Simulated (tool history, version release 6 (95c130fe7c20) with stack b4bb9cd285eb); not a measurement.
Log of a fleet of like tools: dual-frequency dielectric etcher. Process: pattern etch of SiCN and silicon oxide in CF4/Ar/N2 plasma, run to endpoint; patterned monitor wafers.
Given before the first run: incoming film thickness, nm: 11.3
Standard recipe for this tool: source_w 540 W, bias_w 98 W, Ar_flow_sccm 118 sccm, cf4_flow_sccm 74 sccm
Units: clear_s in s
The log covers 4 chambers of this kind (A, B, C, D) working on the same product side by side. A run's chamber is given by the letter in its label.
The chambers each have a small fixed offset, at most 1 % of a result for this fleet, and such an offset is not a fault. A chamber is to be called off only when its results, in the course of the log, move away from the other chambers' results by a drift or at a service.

run	day	source_w	bias_w	Ar_flow_sccm	cf4_flow_sccm	hours since the last wet clean	hours since the last source power generator calibration	hours since the last bias power generator calibration	hours since the last Ar flow controller change	hours since the last CF4 flow controller change	clear_s
1B	0.304	540	98	118	74	318.6	952.6	371.3	955.5	2166.5	10.1960
2A	0.817	540	98	118	74	519.5	470.2	536.8	4374.1	2076.8	10.3030
3D	1.158	540	98	118	74	302.2	2998.5	531.6	133.2	48.0	10.1880
4C	1.417	540	98	118	74	501.2	1951.2	702.3	2142.8	550.9	10.2700
5B	1.692	540	98	118	74	351.9	985.9	404.6	988.8	2199.8	10.1920
# day 1.742: chamber A: wet clean of the chamber
6C	2.258	500	98	118	74	521.4	1971.4	722.5	2163.0	571.1	10.8640
7A	2.567	500	98	118	74	19.8	512.2	578.8	4416.1	2118.8	10.8900
# day 2.888: chamber C: wet clean of the chamber
8D	3.121	500	98	118	74	349.3	3045.6	578.7	180.3	95.1	10.9470
9D	3.471	500	98	118	74	357.7	3054.0	587.1	188.7	103.5	10.8450
10C	3.754	540	98	118	74	20.9	2007.3	758.4	2198.9	607.0	10.1750
11A	4.125	540	98	118	74	57.2	549.6	616.2	4453.5	2156.2	10.2560
12B	4.450	540	98	118	74	418.1	1052.1	470.8	1055.0	2266.0	10.2640
13C	4.912	540	98	118	74	48.7	2035.1	786.2	2226.7	634.8	10.1320
14D	5.350	540	98	118	74	402.8	3099.1	632.2	233.8	148.6	10.2090
15A	5.712	540	98	118	74	95.3	587.7	654.3	4491.6	2194.3	10.2530
16B	6.133	540	98	118	74	458.5	1092.5	511.2	1095.4	2306.4	10.1960
17C	6.554	540	98	118	74	88.1	2074.5	825.6	2266.1	674.2	10.1610
18A	7.133	540	98	118	74	129.4	621.8	688.4	4525.7	2228.4	10.3110
19D	7.629	540	98	118	74	457.5	3153.8	686.9	288.5	203.3	10.2010
20B	8.217	540	98	118	74	508.5	1142.5	561.2	1145.4	2356.4	10.2210
21A	8.529	540	75	118	90	162.9	655.3	721.9	4559.2	2261.9	10.8080
22B	8.858	540	75	118	90	523.9	1157.9	576.6	1160.8	2371.8	10.8050
23D	9.321	540	75	118	90	498.1	3194.4	727.5	329.1	243.9	10.8450
24C	9.812	540	75	118	90	166.3	2152.7	903.8	2344.3	752.4	10.8240
25C	10.229	540	98	118	74	176.3	2162.7	913.8	2354.3	762.4	10.2970
# day 10.442: chamber A: Ar flow controller replaced
26A	10.500	540	98	118	74	210.2	702.6	769.2	1.4	2309.2	10.2260
27D	10.858	540	98	118	74	535.0	3231.3	764.4	366.0	280.8	10.2110
# day 11.038: chamber D: wet clean of the chamber
28B	11.312	540	98	118	74	582.8	1216.8	635.5	1219.7	2430.7	10.2120
# day 11.567: chamber B: wet clean of the chamber
29B	11.854	540	98	118	74	7.0	1229.8	648.5	1232.7	2443.7	10.1670
30A	12.162	540	98	118	74	250.1	742.5	809.1	41.3	2349.1	10.3490
31D	12.596	540	98	118	74	37.4	3273.0	806.1	407.7	322.5	10.1340
32C	12.971	540	120	118	74	242.1	2228.5	979.6	2420.1	828.2	9.4669
33A	13.267	540	120	118	74	276.6	769.0	835.6	67.8	2375.6	9.4433
34C	13.629	540	120	118	74	257.9	2244.3	995.4	2435.9	844.0	9.5674
35D	14.179	540	120	118	74	75.4	3311.0	844.1	445.7	360.5	9.3876

Read the log: is a single chamber off, either drifting away or since a service, is the gauge that measures every chamber drifting, or is nothing wrong beyond small per-chamber offsets? Name any odd chamber and what most likely caused it.

No chamber is off and the gauge is stable; the differences are just each chamber's small, constant offset.
